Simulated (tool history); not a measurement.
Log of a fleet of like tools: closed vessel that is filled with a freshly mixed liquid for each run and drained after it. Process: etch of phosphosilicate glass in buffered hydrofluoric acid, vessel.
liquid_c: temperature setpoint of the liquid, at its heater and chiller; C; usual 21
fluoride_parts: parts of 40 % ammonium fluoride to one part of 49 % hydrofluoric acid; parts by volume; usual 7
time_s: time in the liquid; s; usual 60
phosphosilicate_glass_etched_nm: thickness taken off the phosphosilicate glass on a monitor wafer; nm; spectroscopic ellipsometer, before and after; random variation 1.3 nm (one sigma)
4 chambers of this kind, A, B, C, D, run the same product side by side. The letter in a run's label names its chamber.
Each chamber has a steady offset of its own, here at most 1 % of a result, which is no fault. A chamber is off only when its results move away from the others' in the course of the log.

run	hour	liquid_c	fluoride_parts	time_s	hours since the thermometer was replaced	hours since the hydrofluoric acid flow meter was replaced	read-back film thickness of the phosphosilicate glass reference wafer, read on the same gauge (nm)	phosphosilicate_glass_etched_nm
1C	4.3	21	7	60	962.4	569.2	129.96	295.79
2A	9.1	21	7	60	590.6	75.7	130	295.88
3B	14.6	21	7	60	175.6	1742.8	129.99	298.34
4D	17.3	21	7	60	378.1	825.9	129.99	301.44
5A	21.4	21	7	60	602.9	88	130.04	297.6
6C	25.5	21	7	60	983.6	590.4	130.01	296.61
7B	29.6	21	7	60	190.6	1757.8	129.98	298.99
8D	33.4	21	7	60	394.2	842	129.98	298.59
# hour 38.5: chamber B: hydrofluoric acid flow meter replaced
9C	39	21	7	60	997.1	603.9	130	293.24
10B	44.2	21	7	60	205.2	5.7	130.02	297.08
11A	46.7	21	7	60	628.2	113.3	130.02	295.76
12D	49.4	21	7	60	410.2	858	130	299.69
13B	52.3	21	7	60	213.3	13.8	130.02	296.41
14A	56.6	21	7	60	638.1	123.2	129.98	297.73
15D	61.4	21	7	60	422.2	870	130.01	298.42
16C	65.6	21	7	60	1023.7	630.5	129.99	297.08
17C	69	21	7	60	1027.1	633.9	130.03	299.45
# hour 70.2: chamber C: thermometer replaced
18B	73.9	21	7	60	234.9	35.4	130.01	299.03
19D	77.8	23	7	60	438.6	886.4	129.99	333.22
20A	83.3	23	7	60	664.8	149.9	130.03	333.69
21D	85.9	23	7	60	446.7	894.5	130.01	335.72
# hour 88.8: chamber A: thermometer replaced
22C	89.2	23	7	60	19	654.1	130.03	332.06
23A	92.8	21	7	60	4	159.4	129.99	296.02
24B	95.5	21	7	30	256.5	57	129.98	148.17
25D	99.7	21	7	30	460.5	908.3	130.01	148.18
26B	102.7	21	7	30	263.7	64.2	130.01	149.04
27A	107.7	21	7	30	18.9	174.3	130.01	149.42
28C	111.7	21	7	60	41.5	676.6	129.99	297.46
29A	115	21	7	60	26.2	181.6	130	298.69
30C	117.5	21	7	60	47.3	682.4	129.98	297.54
31B	122.6	21	7	60	283.6	84.1	129.97	295.68
32D	125.7	21	7	60	486.5	934.3	130.01	297.31
33C	129.3	21	7	60	59.1	694.2	129.97	297.62

Is one chamber off against the others, does the gauge drift, or is nothing wrong? If a chamber is off, say which, and what the likeliest cause is.

No chamber stands off beyond its own small offset, and the gauge holds steady.

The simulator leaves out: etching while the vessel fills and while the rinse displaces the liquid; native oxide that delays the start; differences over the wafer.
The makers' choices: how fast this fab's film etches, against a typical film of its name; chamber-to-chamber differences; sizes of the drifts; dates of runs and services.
